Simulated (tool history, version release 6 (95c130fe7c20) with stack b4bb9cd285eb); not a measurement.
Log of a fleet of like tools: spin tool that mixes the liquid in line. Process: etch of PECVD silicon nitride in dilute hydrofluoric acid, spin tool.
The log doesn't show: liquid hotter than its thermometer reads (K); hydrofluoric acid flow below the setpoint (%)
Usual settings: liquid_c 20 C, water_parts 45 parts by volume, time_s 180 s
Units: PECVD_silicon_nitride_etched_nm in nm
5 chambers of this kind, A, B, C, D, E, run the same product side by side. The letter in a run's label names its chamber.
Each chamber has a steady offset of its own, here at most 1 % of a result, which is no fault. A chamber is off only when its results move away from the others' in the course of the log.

| run | hour | liquid_c | water_parts | time_s | hours since the thermometer was replaced | hours since the hydrofluoric acid flow meter was replaced | read-back film thickness of the PECVD silicon nitride reference wafer, read on the same gauge (nm) | PECVD_silicon_nitride_etched_nm |
|---|---|---|---|---|---|---|---|---|
| 1C | 6.4 | 20 | 45 | 180 | 6.7 | 450.6 | 30.004 | 5.5175 |
| 2A | 12.3 | 20 | 45 | 180 | 180 | 280 | 30.014 | 5.487 |
| 3B | 18.2 | 20 | 45 | 180 | 745 | 638.6 | 29.989 | 5.4908 |
| 4E | 25.6 | 20 | 45 | 180 | 2404 | 1821.9 | 30.023 | 5.5277 |
| 5D | 32.5 | 20 | 45 | 180 | 961.3 | 520.2 | 29.995 | 5.4158 |
| 6C | 41.9 | 20 | 45 | 180 | 42.2 | 486.1 | 30.022 | 5.5108 |
| 7A | 51.8 | 20 | 45 | 180 | 219.5 | 319.5 | 30.016 | 5.4366 |
| 8B | 57.7 | 20 | 45 | 180 | 784.5 | 678.1 | 30.022 | 5.566 |
| 9D | 65 | 20 | 45 | 180 | 993.8 | 552.7 | 30.004 | 5.3977 |
| 10E | 75.2 | 20 | 45 | 180 | 2453.6 | 1871.5 | 29.996 | 5.6075 |
| 11A | 80.5 | 20 | 45 | 180 | 248.2 | 348.2 | 29.98 | 5.4315 |
| 12E | 90.5 | 20 | 45 | 180 | 2468.9 | 1886.8 | 29.978 | 5.5433 |
| 13D | 96.8 | 20 | 45 | 180 | 1025.6 | 584.5 | 29.987 | 5.3728 |
| 14C | 106.7 | 20 | 45 | 180 | 107 | 550.9 | 30.011 | 5.4668 |
| 15B | 115.6 | 20 | 45 | 180 | 842.4 | 736 | 30.009 | 5.4798 |
| 16B | 125 | 23.5 | 45 | 180 | 851.8 | 745.4 | 30.017 | 6.9917 |
| 17A | 133.4 | 23.5 | 45 | 180 | 301.1 | 401.1 | 30.001 | 6.9075 |
| 18C | 141.9 | 23.5 | 45 | 180 | 142.2 | 586.1 | 30.041 | 7.0257 |
| 19E | 147.4 | 23.5 | 45 | 180 | 2525.8 | 1943.7 | 30.022 | 7.0528 |
| 20D | 152.6 | 23.5 | 45 | 180 | 1081.4 | 640.3 | 30.006 | 6.8289 |
| 21C | 158.8 | 20 | 45 | 180 | 159.1 | 603 | 30.022 | 5.5268 |
| 22A | 163.8 | 20 | 45 | 280 | 331.5 | 431.5 | 29.974 | 8.3991 |
| 23D | 168.3 | 20 | 45 | 280 | 1097.1 | 656 | 29.965 | 8.2661 |
| 24E | 178 | 20 | 45 | 280 | 2556.4 | 1974.3 | 30.007 | 8.6075 |
|  | 180.1 | chamber A: hydrofluoric acid flow meter replaced |
| 25B | 183.3 | 20 | 45 | 280 | 910.1 | 803.7 | 30.029 | 8.6313 |
| 26C | 191.8 | 20 | 45 | 280 | 192.1 | 636 | 29.98 | 8.6014 |
| 27E | 202.1 | 20 | 45 | 180 | 2580.5 | 1998.4 | 29.997 | 5.5284 |
| 28D | 210.9 | 21.5 | 45 | 145 | 1139.7 | 698.6 | 30.006 | 4.6643 |
| 29A | 217.9 | 21.5 | 45 | 145 | 385.6 | 37.9 | 30.01 | 4.8356 |
| 30B | 223 | 21.5 | 45 | 145 | 949.8 | 843.4 | 29.98 | 4.9635 |
| 31A | 233.3 | 21.5 | 45 | 145 | 401 | 53.3 | 29.994 | 4.8822 |
| 32B | 239.1 | 21.5 | 45 | 145 | 965.9 | 859.5 | 30.014 | 4.9529 |

Is one chamber off against the others, does the gauge drift, or is nothing wrong? If a chamber is off, say which, and what the likeliest cause is.

Chamber D drifts away from the others.
Cause: hydrofluoric acid flow below the setpoint (%) = 5.04.
The log may not tell that from: liquid colder than its thermometer reads (K).

Here are 4 candidates for chamber D's next run, each the usual settings with a change, their results left as question marks. Which one brings its results back in line with what the others give on the usual settings?
In line means no further than this from the other chambers' mean on the usual settings: PECVD_silicon_nitride_etched_nm 0.12 nm
| 33D-1 | 246.6 | 20 | 45 | 185 |  |  |  | ? |
| 33D-2 | 246.6 | 20 | 45 | 170 |  |  |  | ? |
| 33D-3 | 246.6 | 20 | 45 | 175 |  |  |  | ? |
| 33D-4 | 246.6 | 20 | 45 | 190 |  |  |  | ? |

The other chambers' mean on the usual settings: PECVD_silicon_nitride_etched_nm 5.5071 nm
| run | PECVD_silicon_nitride_etched_nm |
|---|---|
| 33D-1 | 5.3408 |
| 33D-2 | 4.9077 |
| 33D-3 | 5.0521 |
| 33D-4 | 5.4851 |
33D-4 brings the chamber back in line.
